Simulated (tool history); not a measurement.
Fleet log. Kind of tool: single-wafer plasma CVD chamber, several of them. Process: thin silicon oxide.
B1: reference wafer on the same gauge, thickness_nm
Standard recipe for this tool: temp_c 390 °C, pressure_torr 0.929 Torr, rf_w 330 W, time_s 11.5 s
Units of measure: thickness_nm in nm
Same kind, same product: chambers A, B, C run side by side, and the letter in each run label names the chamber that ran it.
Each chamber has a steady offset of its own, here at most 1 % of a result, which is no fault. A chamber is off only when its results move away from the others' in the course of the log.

run 1B hour=12.2 | temp_c=390 pressure_torr=0.929 rf_w=330 time_s=11.5 | B1=26.909 | thickness_nm=24.867
run 2A hour=21.9 | temp_c=390 pressure_torr=0.929 rf_w=330 time_s=11.5 | B1=26.911 | thickness_nm=25.212
run 3C hour=28.5 | temp_c=390 pressure_torr=0.929 rf_w=330 time_s=11.5 | B1=26.92 | thickness_nm=25.234
-- hour=34.6 chamber A: thermocouple changed; heater temperature recalibrated
run 4B hour=35.3 | temp_c=390 pressure_torr=0.929 rf_w=330 time_s=11.5 | B1=26.903 | thickness_nm=24.809
run 5A hour=47.9 | temp_c=390 pressure_torr=0.929 rf_w=330 time_s=11.5 | B1=26.911 | thickness_nm=25.152
run 6C hour=57.6 | temp_c=390 pressure_torr=0.929 rf_w=330 time_s=11.5 | B1=26.913 | thickness_nm=25.268
run 7B hour=70.8 | temp_c=390 pressure_torr=0.929 rf_w=330 time_s=11.5 | B1=26.89 | thickness_nm=24.75
run 8A hour=76.8 | temp_c=377 pressure_torr=0.929 rf_w=330 time_s=11.5 | B1=26.901 | thickness_nm=25.369
run 9C hour=88.6 | temp_c=377 pressure_torr=0.929 rf_w=330 time_s=11.5 | B1=26.92 | thickness_nm=25.31
run 10A hour=99.2 | temp_c=377 pressure_torr=0.929 rf_w=330 time_s=11.5 | B1=26.907 | thickness_nm=25.49
run 11C hour=112.5 | temp_c=390 pressure_torr=0.929 rf_w=330 time_s=11.5 | B1=26.864 | thickness_nm=25.252
run 12B hour=119.2 | temp_c=390 pressure_torr=0.929 rf_w=330 time_s=11.5 | B1=26.901 | thickness_nm=24.857
run 13A hour=128.5 | temp_c=390 pressure_torr=0.929 rf_w=330 time_s=11.5 | B1=26.896 | thickness_nm=25.252
-- hour=139.5 chamber C: capacitance manometer re-zeroed and calibrated
run 14C hour=139.7 | temp_c=390 pressure_torr=1.052 rf_w=330 time_s=11.5 | B1=26.877 | thickness_nm=28.199
run 15B hour=150.3 | temp_c=390 pressure_torr=1.052 rf_w=330 time_s=11.5 | B1=26.855 | thickness_nm=27.423
run 16A hour=163.6 | temp_c=390 pressure_torr=1.052 rf_w=330 time_s=11.5 | B1=26.887 | thickness_nm=27.663
run 17C hour=173.4 | temp_c=390 pressure_torr=0.929 rf_w=330 time_s=11.5 | B1=26.91 | thickness_nm=25.881
run 18B hour=186 | temp_c=390 pressure_torr=0.929 rf_w=330 time_s=11.5 | B1=26.908 | thickness_nm=24.805
run 19C hour=197.9 | temp_c=390 pressure_torr=0.929 rf_w=330 time_s=11.5 | B1=26.899 | thickness_nm=25.874
run 20B hour=207.3 | temp_c=390 pressure_torr=0.929 rf_w=330 time_s=11.5 | B1=26.896 | thickness_nm=25.143
run 21A hour=213.4 | temp_c=390 pressure_torr=1.066 rf_w=330 time_s=13.3 | B1=26.898 | thickness_nm=31.923
run 22C hour=226.9 | temp_c=390 pressure_torr=1.066 rf_w=330 time_s=13.3 | B1=26.909 | thickness_nm=32.77
run 23B hour=239.7 | temp_c=390 pressure_torr=1.066 rf_w=330 time_s=13.3 | B1=26.896 | thickness_nm=31.641
run 24A hour=251.7 | temp_c=390 pressure_torr=0.756 rf_w=295 time_s=11.5 | B1=26.894 | thickness_nm=20.032
run 25C hour=259.8 | temp_c=390 pressure_torr=0.756 rf_w=295 time_s=11.5 | B1=26.882 | thickness_nm=20.492
run 26A hour=271 | temp_c=390 pressure_torr=0.756 rf_w=295 time_s=11.5 | B1=26.898 | thickness_nm=20.148
run 27B hour=276.9 | temp_c=390 pressure_torr=0.929 rf_w=330 time_s=11.5 | B1=26.879 | thickness_nm=24.875

One chamber off, gauge drift, or nothing amiss beyond the chambers' own small offsets? If it is a chamber, which one, and what is the likeliest cause?

A service on chamber C put it out of line with the rest.
Most likely cause: true pressure above the setpoint (%) = 2.56.

Here are 4 candidates for chamber C's next run, each the usual settings with a change, their results left as question marks. Which one brings its results back in line with what the others give on the usual settings?
A result is in line if it is within this distance of the other chambers' mean on the usual settings: thickness_nm 0.37 nm
run 28C-1 hour=286.8 | temp_c=390 pressure_torr=0.959 rf_w=335 time_s=11.8 | thickness_nm=?
run 28C-2 hour=286.8 | temp_c=391 pressure_torr=0.929 rf_w=285 time_s=11.5 | thickness_nm=?
run 28C-3 hour=286.8 | temp_c=390 pressure_torr=0.929 rf_w=330 time_s=11.8 | thickness_nm=?
run 28C-4 hour=286.8 | temp_c=390 pressure_torr=0.9 rf_w=325 time_s=11.5 | thickness_nm=?

What the other chambers average on the usual settings: thickness_nm 25.049 nm
run=28C-1 thickness_nm=27.322
run=28C-2 thickness_nm=24.312
run=28C-3 thickness_nm=26.479
run=28C-4 thickness_nm=24.969
28C-4 puts the chamber back in line with the other chambers.

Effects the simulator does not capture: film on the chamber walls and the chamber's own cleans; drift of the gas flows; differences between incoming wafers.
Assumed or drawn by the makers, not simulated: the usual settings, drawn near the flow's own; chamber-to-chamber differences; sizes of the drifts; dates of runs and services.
